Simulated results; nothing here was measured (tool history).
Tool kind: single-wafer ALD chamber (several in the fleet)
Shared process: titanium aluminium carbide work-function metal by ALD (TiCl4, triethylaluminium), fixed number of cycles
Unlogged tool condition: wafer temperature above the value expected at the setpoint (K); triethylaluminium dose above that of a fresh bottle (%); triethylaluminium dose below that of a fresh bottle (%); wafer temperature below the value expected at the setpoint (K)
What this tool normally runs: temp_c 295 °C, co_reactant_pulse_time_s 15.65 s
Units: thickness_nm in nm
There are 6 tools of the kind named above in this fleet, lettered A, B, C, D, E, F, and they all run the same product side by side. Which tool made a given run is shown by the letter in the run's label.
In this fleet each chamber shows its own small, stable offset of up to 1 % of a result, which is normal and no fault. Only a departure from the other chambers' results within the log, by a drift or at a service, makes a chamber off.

run   hour  temp_c  co_reactant_pulse_time_s  hours since the last thermocouple change  hours since the last triethylaluminium bottle change  read-back reference wafer on the same gauge, thickness_nm  thickness_nm
 1C    4.9     295                     15.65                                     210.0                                                 855.2                                                     2.2014        2.0140
 2B    9.3     295                     15.65                                     602.5                                                 263.4                                                     2.2008        2.0149
 3D   18.0     295                     15.65                                    1086.6                                                 629.1                                                     2.1988        2.0053
 4A   22.6     295                     15.65                                    1311.8                                                1099.4                                                     2.1990        2.0302
 5F   30.6     295                     15.65                                    1745.3                                                 479.0                                                     2.1992        2.0017
 6E   35.3     295                     15.65                                     704.5                                                 528.4                                                     2.2002        2.0178
 7A   40.7     295                     15.65                                    1329.9                                                1117.5                                                     2.2020        2.0222
 8B   49.2     295                     15.65                                     642.4                                                 303.3                                                     2.2006        2.0069
 9F   57.9     295                     17.70                                    1772.6                                                 506.3                                                     2.2002        2.0089
10C   66.3     295                     17.70                                     271.4                                                 916.6                                                     2.2012        2.0162
11D   71.6     295                     17.70                                    1140.2                                                 682.7                                                     2.2001        2.0101
12E   77.4     295                     17.70                                     746.6                                                 570.5                                                     2.2014        2.0147
13A   83.4     295                     17.70                                    1372.6                                                1160.2                                                     2.1995        2.0313
      88.6  -- chamber D: thermocouple changed; heater temperature recalibrated
14B   91.1     295                     17.70                                     684.3                                                 345.2                                                     2.1988        2.0100
      92.3  -- chamber F: thermocouple changed; heater temperature recalibrated
15E   97.2     295                     15.65                                     766.4                                                 590.3                                                     2.2008        2.0159
16C  105.4     295                     20.92                                     310.5                                                 955.7                                                     2.1998        2.0186
17D  110.7     295                     20.92                                      22.1                                                 721.8                                                     2.1988        2.0075
18F  117.9     295                     20.92                                      25.6                                                 566.3                                                     2.2009        1.9728
19A  126.0     295                     20.92                                    1415.2                                                1202.8                                                     2.2011        2.0415
20B  132.1     295                     20.92                                     725.3                                                 386.2                                                     2.1981        2.0081
21C  137.5     295                     20.92                                     342.6                                                 987.8                                                     2.1987        2.0201
22F  141.5     295                     15.65                                      49.2                                                 589.9                                                     2.1997        1.9610
23E  150.0     295                     15.65                                     819.2                                                 643.1                                                     2.1998        2.0089
24D  154.8     295                     15.65                                      66.2                                                 765.9                                                     2.1985        1.9989
25B  162.8     295                     15.65                                     756.0                                                 416.9                                                     2.2000        2.0119
26F  170.8     295                     15.65                                      78.5                                                 619.2                                                     2.1999        1.9602
27D  175.9     295                     15.65                                      87.3                                                 787.0                                                     2.1991        2.0031
28E  182.3     295                     15.65                                     851.5                                                 675.4                                                     2.1990        2.0161
29A  189.4     295                     15.65                                    1478.6                                                1266.2                                                     2.2005        2.0258
30C  194.5     295                     15.65                                     399.6                                                1044.8                                                     2.2009        2.0100
31C  203.3     295                     15.65                                     408.4                                                1053.6                                                     2.1993        2.0131
32B  211.7     295                     15.65                                     804.9                                                 465.8                                                     2.2008        2.0141
33A  218.5     295                     15.65                                    1507.7                                                1295.3                                                     2.2006        2.0293
34F  223.4     295                     15.65                                     131.1                                                 671.8                                                     2.1979        1.9757
35D  231.9     295                     15.65                                     143.3                                                 843.0                                                     2.1996        2.0071
36E  236.1     295                     15.65                                     905.3                                                 729.2                                                     2.2012        2.0115
37A  244.7     295                     15.65                                    1533.9                                                1321.5                                                     2.2007        2.0291
38B  250.7     295                     15.65                                     843.9                                                 504.8                                                     2.1990        2.0103
39F  256.5     295                     15.65                                     164.2                                                 704.9                                                     2.2005        1.9767
40C  265.2     295                     15.65                                     470.3                                                1115.5                                                     2.2005        2.0086
41D  270.8     295                     15.65                                     182.2                                                 881.9                                                     2.1986        1.9988
42E  274.8     295                     15.65                                     944.0                                                 767.9                                                     2.2006        2.0086
43C  281.1     295                     15.65                                     486.2                                                1131.4                                                     2.1990        2.0104
44B  286.7     295                     15.65                                     879.9                                                 540.8                                                     2.2011        2.0067

Read the log: is a single chamber off, either drifting away or since a service, is the gauge that measures every chamber drifting, or is nothing wrong beyond small per-chamber offsets? Name any odd chamber and what most likely caused it.

A service on chamber F put it out of line with the rest.
Likeliest cause: wafer temperature below the value expected at the setpoint (K) = 4.12.

Chamber F could run next with any of the 4 candidate recipes listed below; each alters the usual settings, and their results appear as question marks. Which one brings its results back in line with what the other chambers deliver on the usual settings?
In line means no further than this from the other chambers' mean on the usual settings: thickness_nm 0.0190 nm
45F-1  293.2     290                     15.25                                                                                                                                                                        ?
45F-2  293.2     286                     14.96                                                                                                                                                                        ?
45F-3  293.2     304                     16.34                                                                                                                                                                        ?
45F-4  293.2     300                     16.05                                                                                                                                                                        ?

The other chambers' mean on the usual settings: thickness_nm 2.0123 nm
  run  thickness_nm
45F-1        1.9182
45F-2        1.8821
45F-3        2.0454
45F-4        2.0091
The right change is 45F-4: it brings the chamber back within the allowed miss of the others.
